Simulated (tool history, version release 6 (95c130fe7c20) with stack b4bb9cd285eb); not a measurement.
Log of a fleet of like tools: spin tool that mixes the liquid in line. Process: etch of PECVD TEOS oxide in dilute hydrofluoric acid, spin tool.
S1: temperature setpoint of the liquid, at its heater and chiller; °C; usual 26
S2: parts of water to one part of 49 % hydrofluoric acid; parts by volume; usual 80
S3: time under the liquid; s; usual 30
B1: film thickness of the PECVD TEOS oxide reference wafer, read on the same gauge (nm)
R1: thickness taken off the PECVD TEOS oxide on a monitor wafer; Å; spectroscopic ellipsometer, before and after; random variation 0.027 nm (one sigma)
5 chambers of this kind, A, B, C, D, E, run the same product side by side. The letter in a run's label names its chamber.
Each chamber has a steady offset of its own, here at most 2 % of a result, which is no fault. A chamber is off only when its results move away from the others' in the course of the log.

{"run": "1B", "day": 0.467, "S1": 26, "S2": 80, "S3": 30, "B1": 120, "R1": 48.756}
{"run": "2D", "day": 0.796, "S1": 26, "S2": 80, "S3": 30, "B1": 119.99, "R1": 48.018}
{"run": "3E", "day": 1.125, "S1": 26, "S2": 80, "S3": 30, "B1": 120.01, "R1": 48.745}
{"run": "4C", "day": 1.442, "S1": 26, "S2": 80, "S3": 30, "B1": 120, "R1": 49.601}
{"run": "5A", "day": 1.812, "S1": 26, "S2": 80, "S3": 30, "B1": 120, "R1": 49.284}
{"run": "6E", "day": 2.275, "S1": 26, "S2": 80, "S3": 30, "B1": 120.01, "R1": 48.707}
{"run": "7D", "day": 2.808, "S1": 26, "S2": 80, "S3": 30, "B1": 120, "R1": 48.307}
{"run": "8A", "day": 3.388, "S1": 28.5, "S2": 80, "S3": 30, "B1": 120.01, "R1": 53.937}
{"run": "9B", "day": 3.896, "S1": 28.5, "S2": 80, "S3": 30, "B1": 120, "R1": 53.884}
{"run": "10C", "day": 4.279, "S1": 28.5, "S2": 80, "S3": 30, "B1": 120, "R1": 54.232}
{"run": "11E", "day": 4.758, "S1": 28.5, "S2": 80, "S3": 30, "B1": 120.01, "R1": 53.305}
{"run": "12D", "day": 5.242, "S1": 28.5, "S2": 80, "S3": 30, "B1": 120, "R1": 52.784}
{"run": "13A", "day": 5.512, "S1": 26, "S2": 80, "S3": 30, "B1": 120, "R1": 48.81}
{"run": "14C", "day": 6.046, "S1": 26, "S2": 80, "S3": 30, "B1": 120, "R1": 48.591}
{"run": "15B", "day": 6.638, "S1": 26, "S2": 80, "S3": 30, "B1": 120.01, "R1": 48.737}
{"run": "16C", "day": 7.033, "S1": 26, "S2": 80, "S3": 30, "B1": 119.99, "R1": 48.52}
{"day": 7.396, "done": "chamber D: hydrofluoric acid flow meter replaced"}
{"run": "17E", "day": 7.575, "S1": 26, "S2": 80, "S3": 30, "B1": 120, "R1": 48.066}
{"run": "18D", "day": 8.029, "S1": 26, "S2": 80, "S3": 30, "B1": 120, "R1": 48.142}
{"run": "19A", "day": 8.496, "S1": 26, "S2": 80, "S3": 30, "B1": 120.01, "R1": 49.319}
{"run": "20B", "day": 8.946, "S1": 24, "S2": 80, "S3": 30, "B1": 119.99, "R1": 45.137}
{"run": "21E", "day": 9.35, "S1": 24, "S2": 80, "S3": 30, "B1": 120.02, "R1": 44.978}
{"run": "22A", "day": 9.696, "S1": 24, "S2": 80, "S3": 30, "B1": 120, "R1": 45.738}
{"run": "23D", "day": 9.971, "S1": 24, "S2": 80, "S3": 30, "B1": 120, "R1": 44.745}
{"run": "24B", "day": 10.25, "S1": 24, "S2": 80, "S3": 30, "B1": 120, "R1": 45.011}
{"run": "25C", "day": 10.762, "S1": 26, "S2": 80, "S3": 30, "B1": 120, "R1": 47.576}
{"run": "26C", "day": 11.062, "S1": 29.5, "S2": 80, "S3": 20, "B1": 120.02, "R1": 36.421}
{"run": "27B", "day": 11.342, "S1": 29.5, "S2": 80, "S3": 20, "B1": 119.99, "R1": 37.657}
{"run": "28D", "day": 11.9, "S1": 29.5, "S2": 80, "S3": 20, "B1": 120, "R1": 36.453}
{"run": "29A", "day": 12.308, "S1": 29.5, "S2": 80, "S3": 20, "B1": 120, "R1": 37.073}
{"day": 12.829, "done": "chamber A: hydrofluoric acid flow meter replaced"}
{"run": "30E", "day": 12.862, "S1": 29.5, "S2": 80, "S3": 20, "B1": 120, "R1": 36.952}
{"run": "31A", "day": 13.242, "S1": 26, "S2": 80, "S3": 30, "B1": 120, "R1": 49.603}
{"run": "32E", "day": 13.571, "S1": 26, "S2": 80, "S3": 30, "B1": 120.01, "R1": 48.59}
{"day": 14.062, "done": "chamber D: thermometer replaced"}
{"run": "33D", "day": 14.067, "S1": 26, "S2": 80, "S3": 30, "B1": 120, "R1": 48.165}
{"run": "34C", "day": 14.612, "S1": 26, "S2": 55, "S3": 45, "B1": 119.99, "R1": 105.79}
{"run": "35B", "day": 15.233, "S1": 26, "S2": 55, "S3": 45, "B1": 120.02, "R1": 110.09}
{"run": "36B", "day": 15.65, "S1": 26, "S2": 55, "S3": 45, "B1": 119.99, "R1": 109.51}
{"run": "37C", "day": 15.971, "S1": 26, "S2": 55, "S3": 45, "B1": 119.98, "R1": 104.98}
{"run": "38E", "day": 16.271, "S1": 26, "S2": 55, "S3": 45, "B1": 120, "R1": 109.57}
{"run": "39D", "day": 16.583, "S1": 26, "S2": 80, "S3": 30, "B1": 120, "R1": 48.613}
{"run": "40A", "day": 17.112, "S1": 26, "S2": 80, "S3": 30, "B1": 120, "R1": 49.025}
{"run": "41C", "day": 17.583, "S1": 26, "S2": 80, "S3": 30, "B1": 119.99, "R1": 46.822}
{"run": "42B", "day": 18.008, "S1": 26, "S2": 80, "S3": 30, "B1": 120, "R1": 49.399}
{"run": "43D", "day": 18.583, "S1": 26, "S2": 80, "S3": 30, "B1": 120.02, "R1": 48.508}
{"run": "44E", "day": 19.117, "S1": 26, "S2": 80, "S3": 30, "B1": 119.99, "R1": 48.839}

Is one chamber off against the others, does the gauge drift, or is nothing wrong? If a chamber is off, say which, and what the likeliest cause is.

Chamber C drifts away from the others.
Cause: hydrofluoric acid flow below the setpoint (%) = 5.98.
The log may not tell that from: liquid colder than its thermometer reads (K).

Here are 4 candidates for chamber C's next run, each the usual settings with a change, their results left as question marks. Which one brings its results back in line with what the others give on the usual settings?
In line means no further than this from the other chambers' mean on the usual settings: R1 0.94 Å
{"run": "45C-1", "day": 19.562, "S1": 23, "S2": 80, "S3": 30, "R1": "?"}
{"run": "45C-2", "day": 19.562, "S1": 29, "S2": 80, "S3": 30, "R1": "?"}
{"run": "45C-3", "day": 19.562, "S1": 24.5, "S2": 80, "S3": 30, "R1": "?"}
{"run": "45C-4", "day": 19.562, "S1": 27.5, "S2": 80, "S3": 30, "R1": "?"}

The other chambers' mean on the usual settings: R1 48.673 Å
run=45C-1 R1=40.858
run=45C-2 R1=51.556
run=45C-3 R1=43.357
run=45C-4 R1=48.694
45C-4 brings the chamber back in line.
